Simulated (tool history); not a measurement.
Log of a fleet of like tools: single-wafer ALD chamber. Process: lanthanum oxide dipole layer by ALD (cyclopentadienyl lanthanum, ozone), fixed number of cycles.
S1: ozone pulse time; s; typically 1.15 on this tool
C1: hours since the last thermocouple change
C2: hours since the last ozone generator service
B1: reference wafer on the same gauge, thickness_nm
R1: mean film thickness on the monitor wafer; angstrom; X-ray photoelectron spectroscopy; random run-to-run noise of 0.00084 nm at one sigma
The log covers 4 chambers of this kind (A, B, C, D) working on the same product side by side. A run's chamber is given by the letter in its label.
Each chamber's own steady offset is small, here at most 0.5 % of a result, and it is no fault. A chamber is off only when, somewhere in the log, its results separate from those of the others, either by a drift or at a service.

run	hour	S1	C1	C2	B1	R1
1C	4.3	1.15	363.1	161.5	0.55581	5.1862
2A	9.1	1.15	149.6	296.5	0.55567	5.2072
3D	14.2	1.15	448.9	504.2	0.55552	5.221
4B	18.2	1.15	907.6	154.2	0.55569	5.1984
5B	22.6	1.15	912	158.6	0.55549	5.2063
6D	25.8	1.15	460.5	515.8	0.55584	5.2083
7A	30.4	1.15	170.9	317.8	0.55549	5.2106
8C	36.9	1.35	395.7	194.1	0.55527	5.3714
9D	42.5	1.35	477.2	532.5	0.55517	5.3984
10A	49.3	1.35	189.8	336.7	0.55527	5.3906
11B	52.3	1.35	941.7	188.3	0.55484	5.381
12C	57.4	1.15	416.2	214.6	0.55499	5.1897
13B	61.9	1.15	951.3	197.9	0.55489	5.195
14D	66.5	1.15	501.2	556.5	0.55455	5.1987
15A	73	1.15	213.5	360.4	0.55458	5.2073
# hour 74.7: chamber D: ozone generator serviced
16C	78.7	1.15	437.5	235.9	0.5547	5.1799
17C	85	0.81	443.8	242.2	0.55445	4.6317
18D	91.3	0.81	526	16.7	0.55421	4.6669
19A	95.2	0.81	235.7	382.6	0.5544	4.6518
20B	101.4	0.81	990.8	237.4	0.55413	4.6253
21B	107.9	1.15	997.3	243.9	0.5538	5.2022
22C	113.4	1.15	472.2	270.6	0.55411	5.1776
23D	119.5	1.15	554.2	44.9	0.55379	5.1898
24A	124.5	1.15	265	411.9	0.5536	5.2137
25B	131.5	1.15	1020.9	267.5	0.55349	5.184
26C	138.2	1.15	497	295.4	0.55324	5.1769
27A	144.3	1.15	284.8	431.7	0.5533	5.1931
28D	150	1.15	584.7	75.4	0.55323	5.1824
29C	155.3	1.15	514.1	312.5	0.55307	5.1701
30A	161.1	1.15	301.6	448.5	0.55285	5.1787
# hour 161.9: chamber B: thermocouple changed; heater temperature recalibrated
31B	166.3	1.15	4.5	302.3	0.55299	5.1748
32D	173	1.53	607.7	98.4	0.55269	5.4873
33B	177.9	1.53	16.1	313.9	0.55277	5.4998
34A	184.9	1.53	325.4	472.3	0.5525	5.4759
35D	190.2	1.53	624.9	115.6	0.55229	5.4772

Predict what each chamber gives when all 4 of them run the settings below next.
36A	195.3	0.99				?
36B	195.3	0.99				?
36C	195.3	0.99				?
36D	195.3	0.99				?

run	R1
36A	4.9603
36B	4.9487
36C	4.9581
36D	4.977
